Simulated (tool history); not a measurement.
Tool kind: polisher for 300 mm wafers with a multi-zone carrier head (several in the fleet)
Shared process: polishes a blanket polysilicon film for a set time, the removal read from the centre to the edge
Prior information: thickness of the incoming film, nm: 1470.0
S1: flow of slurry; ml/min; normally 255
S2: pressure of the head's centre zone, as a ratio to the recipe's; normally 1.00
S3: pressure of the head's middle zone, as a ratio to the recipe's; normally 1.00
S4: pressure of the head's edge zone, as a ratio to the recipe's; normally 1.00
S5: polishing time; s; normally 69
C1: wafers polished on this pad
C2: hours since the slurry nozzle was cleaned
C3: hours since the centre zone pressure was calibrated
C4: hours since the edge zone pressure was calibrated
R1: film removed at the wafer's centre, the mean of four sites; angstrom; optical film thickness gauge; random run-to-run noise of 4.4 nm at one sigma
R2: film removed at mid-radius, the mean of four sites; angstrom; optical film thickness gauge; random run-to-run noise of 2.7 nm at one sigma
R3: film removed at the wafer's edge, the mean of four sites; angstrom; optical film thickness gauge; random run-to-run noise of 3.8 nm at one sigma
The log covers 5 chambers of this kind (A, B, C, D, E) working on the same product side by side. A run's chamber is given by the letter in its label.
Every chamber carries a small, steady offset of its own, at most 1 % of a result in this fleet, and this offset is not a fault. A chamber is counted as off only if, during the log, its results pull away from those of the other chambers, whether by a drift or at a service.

run   hour   S1    S2    S3    S4  S5    C1     C2      C3     C4      R1      R2      R3
 1B    3.2  255  1.00  1.00  1.00  69   454  743.7   501.8    6.9  3081.2  3151.8  3161.0
 2D    5.2  255  1.00  1.00  1.00  69   206  309.6   454.6  449.5  3102.8  3123.5  3178.3
 3C    8.6  255  1.00  1.00  1.00  69   655   82.1    87.3   59.5  3097.7  3223.2  3201.3
 4A   12.3  255  1.00  1.00  1.00  69   632  732.1  1298.9  323.2  3132.0  3083.3  3219.6
 5E   15.4  255  1.00  1.00  1.00  69   660  403.9   473.4  763.6  3148.2  3149.1  3209.4
 6A   18.1  255  1.00  1.00  1.00  69   670  737.9  1304.7  329.0  3160.5  3095.4  3148.9
 7E   20.1  255  1.00  1.00  1.00  69   690  408.6   478.1  768.3  3103.2  3092.7  3164.2
 8C   23.4  255  1.00  1.00  1.00  69   750   96.9   102.1   74.3  3105.2  3184.2  3136.0
 9B   26.8  255  1.00  1.00  1.00  69   605  767.3   525.4   30.5  3185.6  3157.5  3113.1
10D   29.2  255  1.00  1.00  0.96  69   360  333.6   478.6  473.5  3063.6  3142.1  3050.5
11D   33.1  255  1.00  1.00  0.96  69   385  337.5   482.5  477.4  3057.4  3180.4  3027.3
      34.4  -- chamber B: slurry nozzle cleaned
12B   35.8  255  1.00  1.00  0.96  69   663    1.4   534.4   39.5  3057.7  3151.9  3135.4
      36.0  -- chamber B: worn pad replaced by a new one
13A   39.9  255  1.00  1.00  0.96  69   810  759.7  1326.5  350.8  3144.0  3136.1  3043.9
14C   44.4  255  1.00  1.00  0.96  69   885  117.9   123.1   95.3  3134.8  3137.9  3059.0
15E   46.5  255  1.00  1.00  1.00  69   860  435.0   504.5  794.7  3124.6  3159.6  3135.0
16A   49.2  255  1.00  1.00  1.00  69   870  769.0  1335.8  360.1  3085.5  3122.0  3127.8
17E   52.4  255  1.00  1.00  1.00  69   898  440.9   510.4  800.6  3107.6  3125.2  3134.5
18B   55.7  255  1.00  1.00  1.00  69   126   21.3   554.3   59.4  3107.3  3127.2  3111.7
      57.3  -- chamber A: slurry nozzle cleaned
19C   60.3  255  1.00  1.00  1.00  69   987  133.8   139.0  111.2  3081.1  3118.2  3055.5
      61.2  -- chamber C: worn pad replaced by a new one
20D   63.5  255  1.00  1.00  1.00  69   581  367.9   512.9  507.8  3102.4  3154.3  3082.6
21C   67.2  255  1.00  1.00  1.00  69    38  140.7   145.9  118.1  3051.9  3177.8  3097.1
22E   69.9  255  1.00  1.00  1.00  69  1011  458.4   527.9  818.1  3132.7  3099.2  3126.7
      70.6  -- chamber D: centre zone pressure recalibrated
      71.4  -- chamber D: slurry nozzle cleaned
23D   72.5  255  1.00  1.00  1.00  69   639    1.2     2.0  516.8  2765.4  3098.0  3103.7
24B   75.6  255  1.00  1.00  1.00  69   254   41.2   574.2   79.3  3122.0  3073.0  3048.5
      77.7  -- chamber A: centre zone pressure recalibrated
25A   79.8  255  1.00  1.00  1.00  69  1067   22.5     2.2  390.7  3112.9  3135.5  3104.2
26C   82.9  255  1.00  0.90  1.00  86   139  156.4   161.6  133.8  3933.2  3588.4  3963.6
27D   86.6  255  1.00  0.90  1.00  86   729   15.3    16.1  530.9  3477.1  3547.5  3854.6
28B   89.3  255  1.00  0.90  1.00  86   342   54.9   587.9   93.0  3840.1  3510.4  3878.3
29E   92.6  255  1.00  0.90  1.00  86  1157  481.1   550.6  840.8  3955.6  3578.7  3897.6
30A   96.1  255  1.00  0.90  1.00  86  1171   38.8    18.5  407.0  3922.6  3549.0  3906.3
31B   98.2  255  0.96  1.04  1.00  69   400   63.8   596.8  101.9  2933.5  3215.7  3161.9
32E  100.7  255  0.96  1.04  1.00  69  1209  489.2   558.7  848.9  3074.2  3218.5  3132.4
33A  105.3  255  0.96  1.04  1.00  69  1230   48.0    27.7  416.2  2991.3  3253.6  3210.0
34C  107.8  255  0.96  1.04  1.00  69   299  181.3   186.5  158.7  2975.5  3232.3  3075.0
     109.7  -- chamber A: worn pad replaced by a new one
35D  110.4  255  0.96  1.04  1.00  69   882   39.1    39.9  554.7  2595.2  3262.2  3138.5
36C  114.8  255  1.00  1.00  1.00  69   344  188.3   193.5  165.7  3157.2  3158.4  3103.2
37B  118.2  255  1.00  1.00  1.00  69   528   83.8   616.8  121.9  3151.6  3126.1  3110.5
38D  121.9  190  1.00  1.00  1.00  69   956   50.6    51.4  566.2  2639.5  2978.0  3045.6
39E  125.9  190  1.00  1.00  1.00  69  1371  514.4   583.9  874.1  3055.7  3015.0  3028.5
     127.3  -- chamber B: worn pad replaced by a new one
40A  127.9  190  1.00  1.00  1.00  69   117   70.6    50.3  438.8  2994.2  2979.3  3132.8
41B  131.8  190  1.00  1.00  1.00  69    29   97.4   630.4  135.5  2958.3  3001.7  3075.9
42C  134.8  190  1.00  1.00  1.00  69   473  208.3   213.5  185.7  3046.3  3081.9  3043.1

All 5 chambers run these settings next. Forecast each chamber's results:
43A  138.1  255  1.00  1.00  1.00  69                   ?   ?   ?
43B  138.1  255  1.00  1.00  1.00  69                   ?   ?   ?
43C  138.1  255  1.00  1.00  1.00  69                   ?   ?   ?
43D  138.1  255  1.00  1.00  1.00  69                   ?   ?   ?
43E  138.1  255  1.00  1.00  1.00  69                   ?   ?   ?

run      R1      R2      R3
43A  3117.7  3107.3  3096.7
43B  3162.4  3104.4  3189.3
43C  3041.7  3163.9  3094.0
43D  2843.6  3199.9  3120.6
43E  3079.0  3109.8  3091.0

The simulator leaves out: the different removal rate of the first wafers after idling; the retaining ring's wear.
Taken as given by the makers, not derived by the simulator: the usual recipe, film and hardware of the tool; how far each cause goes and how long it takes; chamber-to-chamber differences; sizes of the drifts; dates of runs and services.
